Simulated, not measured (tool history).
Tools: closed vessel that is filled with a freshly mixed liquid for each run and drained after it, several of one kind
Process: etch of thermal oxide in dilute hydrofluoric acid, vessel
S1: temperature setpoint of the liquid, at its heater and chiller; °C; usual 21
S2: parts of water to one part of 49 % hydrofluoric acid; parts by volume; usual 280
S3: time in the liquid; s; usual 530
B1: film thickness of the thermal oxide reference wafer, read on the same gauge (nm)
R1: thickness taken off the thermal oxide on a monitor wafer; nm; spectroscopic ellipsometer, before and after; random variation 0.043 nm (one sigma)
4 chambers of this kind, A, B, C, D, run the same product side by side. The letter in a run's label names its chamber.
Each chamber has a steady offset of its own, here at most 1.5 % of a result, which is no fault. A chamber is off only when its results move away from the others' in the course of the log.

run,day,S1,S2,S3,B1,R1
1A,0.129,21,280,530,60.009,6.4478
2D,0.217,21,280,530,60.026,6.6894
3B,0.371,21,280,530,60.016,6.6294
4C,0.467,21,280,530,59.996,6.5631
5D,0.6,21,280,530,59.989,6.5619
6C,0.692,21,280,530,59.986,6.6525
7B,0.779,21,280,530,59.995,6.6066
8A,0.904,21,280,530,59.998,6.5504
9C,1.042,21,280,530,59.989,6.683
10B,1.242,21,280,530,60.005,6.6546
11A,1.404,21,280,530,60.014,6.4832
12D,1.588,21,280,530,60.005,6.6138
13B,1.783,21,280,530,59.999,6.558
14D,1.904,21,280,530,60.01,6.6651
15A,1.996,17.5,280,530,59.99,5.6932
16C,2.133,17.5,280,530,60.003,5.816
# day 2.196: chamber A: hydrofluoric acid flow meter replaced
17A,2.25,17.5,280,530,60.003,5.6873
18D,2.446,17.5,280,530,60.001,5.812
19B,2.642,21,280,530,60.017,6.6171
20C,2.775,21,280,530,60.006,6.5913
21B,2.95,21,280,530,60.018,6.6564
22C,3.129,23,160,530,60.011,14.14
23D,3.238,23,160,530,59.998,13.866
24A,3.379,23,160,530,60.024,13.897
25C,3.479,23,160,530,60.016,14.219
26B,3.612,21,280,530,60.007,6.6381
27D,3.808,21,280,530,60.006,6.4505
28A,3.996,21,280,530,60.004,6.5613
29A,4.133,21,280,530,60.02,6.5599
30C,4.242,21,280,530,60.006,6.5985
31D,4.412,21,280,230,59.998,2.7486
32B,4.546,21,280,230,59.99,2.9006
33D,4.642,21,280,230,59.992,2.7635
34A,4.8,21,280,230,60.011,2.8319
35C,4.9,21,280,530,60.007,6.6383
36B,5.021,21,280,530,60.011,6.6963
37C,5.188,21,170,320,60.019,7.3486
38B,5.275,21,170,320,60.018,7.3955
39D,5.367,21,170,320,59.989,6.9189
40A,5.529,21,170,320,59.998,7.1961
41A,5.721,21,190,815,60,15.963
42C,5.904,21,190,815,59.992,16.352
43D,6.083,21,190,815,59.993,15.424

What goes on in this fleet: one chamber off, a drifting gauge, or nothing beyond the chambers' own small offsets? Name the chamber and the cause, if any.

Chamber D drifts away from the others.
Cause: hydrofluoric acid flow below the setpoint (%) = 5.14.
The log may not tell that from: liquid colder than its thermometer reads (K).

Here are 4 candidates for chamber D's next run, each the usual settings with a change, their results left as question marks. Which one brings its results back in line with what the others give on the usual settings?
In line means no further than this from the other chambers' mean on the usual settings: R1 0.15 nm
44D-1,6.225,21,280,560,,?
44D-2,6.225,21,295,530,,?
44D-3,6.225,21,280,535,,?
44D-4,6.225,21,285,530,,?

The other chambers' mean on the usual settings: R1 6.5952 nm
run,R1
44D-1,6.541
44D-2,5.7977
44D-3,6.249
44D-4,6.0548
44D-1 brings the chamber back in line.

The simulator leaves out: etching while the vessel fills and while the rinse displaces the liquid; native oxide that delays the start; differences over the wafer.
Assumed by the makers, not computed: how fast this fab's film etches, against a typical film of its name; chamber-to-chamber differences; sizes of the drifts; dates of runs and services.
